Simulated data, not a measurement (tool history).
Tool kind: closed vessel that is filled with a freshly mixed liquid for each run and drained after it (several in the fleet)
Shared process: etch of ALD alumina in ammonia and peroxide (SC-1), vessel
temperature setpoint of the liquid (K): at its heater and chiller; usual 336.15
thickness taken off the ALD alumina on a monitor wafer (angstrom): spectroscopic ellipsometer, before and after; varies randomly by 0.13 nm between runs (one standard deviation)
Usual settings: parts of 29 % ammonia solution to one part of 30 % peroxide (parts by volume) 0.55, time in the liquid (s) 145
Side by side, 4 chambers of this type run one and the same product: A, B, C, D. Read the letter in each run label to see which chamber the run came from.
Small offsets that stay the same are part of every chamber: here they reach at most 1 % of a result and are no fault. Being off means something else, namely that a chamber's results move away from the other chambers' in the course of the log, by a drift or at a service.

run	day	temperature setpoint of the liquid (K)	parts of 29 % ammonia solution to one part of 30 % peroxide (parts by volume)	time in the liquid (s)	read-back film thickness of the ALD alumina reference wafer, read on the same gauge (nm)	thickness taken off the ALD alumina on a monitor wafer (angstrom)
1A	0.367	336.15	0.55	145	140.01	169.02
2B	0.65	336.15	0.55	145	140	169.64
3D	1.067	336.15	0.55	145	139.97	169.58
4C	1.283	336.15	0.55	145	139.98	168.09
5B	1.671	336.15	0.55	145	140	168.14
6C	1.992	336.15	0.55	145	140	167.91
7D	2.421	336.15	0.55	145	140.02	167.7
8A	2.717	336.15	0.55	145	140.01	172.63
9C	3.121	336.15	0.55	145	140.01	168.12
10B	3.346	336.15	0.55	145	139.99	169.2
11A	3.708	340.15	0.55	205	139.99	299.87
12D	3.958	340.15	0.55	205	140	290.79
13C	4.262	340.15	0.55	205	139.98	290.5
14A	4.662	340.15	0.55	205	139.99	304.53
15B	5.104	336.15	0.55	145	139.99	170.49
# day 5.383: chamber B: ammonia flow meter replaced
16D	5.408	336.15	0.55	145	140.01	166.7
17D	5.717	336.15	0.55	145	140.02	170.12
18B	6.054	336.15	0.55	145	139.99	169.88
19C	6.338	336.15	0.55	145	139.98	166.73
# day 6.658: chamber B: new drum of ammonia solution connected
20A	6.771	336.15	0.55	145	140.01	179.48
21D	6.962	336.15	0.55	145	139.99	167.73
22C	7.167	336.15	0.55	145	140.02	168
23A	7.475	336.15	0.55	145	140.01	181.27
24B	7.842	336.15	0.55	145	139.99	168.03
25B	8.179	336.15	0.55	145	140.02	169.29
26C	8.433	336.15	0.55	145	140	166.41
27A	8.817	336.15	0.55	145	139.99	182.03

What goes on in this fleet: one chamber off, a drifting gauge, or nothing beyond the chambers' own small offsets? Name the chamber and the cause, if any.

It is chamber A that slowly wanders off from its peers.
Likeliest cause: liquid hotter than its thermometer reads (K) = 1.56.

Here are 4 candidates for chamber A's next run, each the usual settings with a change, their results left as question marks. Which one brings its results back in line with what the others give on the usual settings?
To be in line, a result may differ from the other chambers' mean on the usual settings by at most: thickness taken off the ALD alumina on a monitor wafer (angstrom) 4.5
28A-1	9.138	336.15	0.55	150		?
28A-2	9.138	336.15	0.55	140		?
28A-3	9.138	337.65	0.55	145		?
28A-4	9.138	334.65	0.55	145		?

Average result of the remaining chambers running the usual settings: thickness taken off the ALD alumina on a monitor wafer (angstrom) 168.34
run	thickness taken off the ALD alumina on a monitor wafer (angstrom)
28A-1	188.94
28A-2	176.35
28A-3	196.74
28A-4	169.44
28A-4 is the one that brings the chamber's results back in line with the other chambers.
